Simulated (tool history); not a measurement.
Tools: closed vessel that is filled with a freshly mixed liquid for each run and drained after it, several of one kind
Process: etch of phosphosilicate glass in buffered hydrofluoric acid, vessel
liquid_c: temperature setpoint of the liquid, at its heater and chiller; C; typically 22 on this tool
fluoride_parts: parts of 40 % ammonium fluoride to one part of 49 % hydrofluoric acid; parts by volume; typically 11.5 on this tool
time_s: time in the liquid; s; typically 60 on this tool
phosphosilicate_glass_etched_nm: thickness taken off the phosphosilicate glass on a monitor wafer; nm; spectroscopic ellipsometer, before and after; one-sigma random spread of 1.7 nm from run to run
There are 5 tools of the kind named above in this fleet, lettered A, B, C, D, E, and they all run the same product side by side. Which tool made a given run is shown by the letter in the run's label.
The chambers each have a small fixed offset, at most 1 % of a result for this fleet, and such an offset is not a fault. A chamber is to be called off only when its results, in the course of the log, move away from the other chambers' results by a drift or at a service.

run,hour,liquid_c,fluoride_parts,time_s,"read-back film thickness of the phosphosilicate glass reference wafer, read on the same gauge (nm)",phosphosilicate_glass_etched_nm
1E,5.7,22,11.5,60,60.005,268.82
2A,12.5,22,11.5,60,59.975,271.57
3B,22.1,22,11.5,60,59.993,275.95
4D,30.1,22,11.5,60,59.975,271.51
5C,37.5,22,11.5,60,60.029,271.66
# hour 43.6: chamber E: hydrofluoric acid flow meter replaced
6D,48.6,22,11.5,60,60,274.02
7E,58.6,22,11.5,60,59.993,272.31
8B,68.4,22,8.5,75,59.998,454.48
9C,81.5,22,8.5,75,59.998,443.24
10A,94,22,8.5,75,60.009,445.22
11C,105,22,8.5,75,60.011,444.23
12E,118.1,22,8.5,75,60.006,441.78
13B,127,22,11.5,60,59.99,278.09
14A,136.3,22,11.5,60,59.97,274.36
15D,149.4,26.5,11.5,60,59.998,342.09
16D,159,26.5,11.5,60,60.017,340.3
17E,167,26.5,11.5,60,59.991,346.14
18B,179.6,26.5,11.5,60,59.981,351.47
19C,187.1,26.5,11.5,60,59.992,344.96
20A,193.1,22,11.5,60,59.98,278.08
21A,205.2,22,11.5,60,60.008,276
22D,213.6,22,11.5,60,59.988,272.54
23E,226.7,22,11.5,60,59.982,272.05
24B,234.7,22,11.5,60,59.991,277
25C,246.1,20.5,11.5,60,60.008,251.61
26A,254.9,20.5,11.5,60,60.016,258.91
# hour 259.8: chamber C: hydrofluoric acid flow meter replaced
27B,266.2,20.5,11.5,60,60.02,257.67
28D,275.4,20.5,11.5,60,59.987,248.83
29E,286,20.5,11.5,60,59.989,249.88
30C,294,22,11.5,60,60,270.74
31D,302.8,22,11.5,60,59.997,268.25
32B,309.2,22,11.5,60,59.994,277.05

Does one chamber stand apart from the rest, does the shared gauge drift, or is all well apart from small per-chamber offsets? Give the chamber and the most likely cause, where there is one.

Chamber A drifts away from the others.
Cause: liquid hotter than its thermometer reads (K) = 0.9.
It could be hard to tell apart here from: hydrofluoric acid flow above the setpoint (%).

Chamber A could run next with any of the 4 candidate recipes listed below; each alters the usual settings, and their results appear as question marks. Which one brings its results back in line with what the other chambers deliver on the usual settings?
In line means no further than this from the other chambers' mean on the usual settings: phosphosilicate_glass_etched_nm 5.8 nm
33A-1,318.7,22,11,60,,?
33A-2,318.7,22,11.5,55,,?
33A-3,318.7,22,11.5,65,,?
33A-4,318.7,22,12,60,,?

Usual-settings mean across the other chambers: phosphosilicate_glass_etched_nm 273.03 nm
run,phosphosilicate_glass_etched_nm
33A-1,298.41
33A-2,261.9
33A-3,309.52
33A-4,274.05
The answer is 33A-4, which returns the chamber to within the allowed miss of the others.

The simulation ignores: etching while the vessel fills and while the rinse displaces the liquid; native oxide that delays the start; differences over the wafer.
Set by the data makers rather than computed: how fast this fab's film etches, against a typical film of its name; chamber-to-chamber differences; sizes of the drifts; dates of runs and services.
